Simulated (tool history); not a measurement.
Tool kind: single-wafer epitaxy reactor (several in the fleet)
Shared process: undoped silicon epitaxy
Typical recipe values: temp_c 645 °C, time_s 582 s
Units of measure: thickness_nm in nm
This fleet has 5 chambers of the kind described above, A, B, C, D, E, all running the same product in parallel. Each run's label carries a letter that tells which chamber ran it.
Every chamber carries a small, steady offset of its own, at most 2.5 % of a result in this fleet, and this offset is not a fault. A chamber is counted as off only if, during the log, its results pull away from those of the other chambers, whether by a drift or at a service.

run    day  temp_c  time_s  read-back reference wafer on the same gauge, thickness_nm  thickness_nm
 1A  0.112     645     582                                                     104.67        87.781
 2E  0.333     645     582                                                     104.67        87.516
 3B  0.517     645     582                                                     104.63         86.89
 4C  0.758     645     582                                                     104.62         85.61
 5D  1.004     645     582                                                     104.63         88.18
 6D  1.225     645     582                                                     104.56        87.833
 7B  1.375     645     582                                                     104.55        86.967
 8E  1.558     645     582                                                     104.55        87.433
 9A  1.679     645     582                                                     104.52        87.528
10C  1.842     645     582                                                     104.46        85.434
11B      2     656     480                                                     104.53        91.037
12C  2.217     656     480                                                     104.48        89.761
13E  2.388     656     480                                                     104.48        91.591
14A  2.642     656     480                                                     104.43        91.546
15D  2.817     656     480                                                     104.44        91.541
16A  3.071     645     582                                                      104.4        87.606
17B  3.188     656     472                                                     104.42        89.327
18D  3.408     656     472                                                     104.35        90.227
19C  3.538     656     472                                                     104.35        88.151
20E  3.762     656     472                                                     104.38         89.67
21E  3.958     656     472                                                     104.33        90.035
22D  4.204     645     582                                                     104.31        87.231
23B  4.442     645     582                                                     104.25        86.439
24A    4.6     645     582                                                     104.28        87.369
25C  4.796     656     665                                                     104.22        124.08
26C  4.933     656     665                                                     104.22         124.1
27D  5.054     656     665                                                     104.18        126.64
28B  5.233     656     665                                                     104.17        126.06
29A  5.462     656     665                                                     104.14        126.31
30E  5.675     645     582                                                     104.13        86.805
31A  5.929     645     582                                                     104.09        87.158
32C  6.138     645     582                                                     104.12        84.978

The same settings go to every chamber for the next run, one line per chamber below. Forecast the results for each:
33A  6.325     658     582                                                                        ?
33B  6.325     658     582                                                                        ?
33C  6.325     658     582                                                                        ?
33D  6.325     658     582                                                                        ?
33E  6.325     658     582                                                                        ?

run  thickness_nm
33A        114.94
33B        114.76
33C        113.27
33D        115.36
33E        115.39
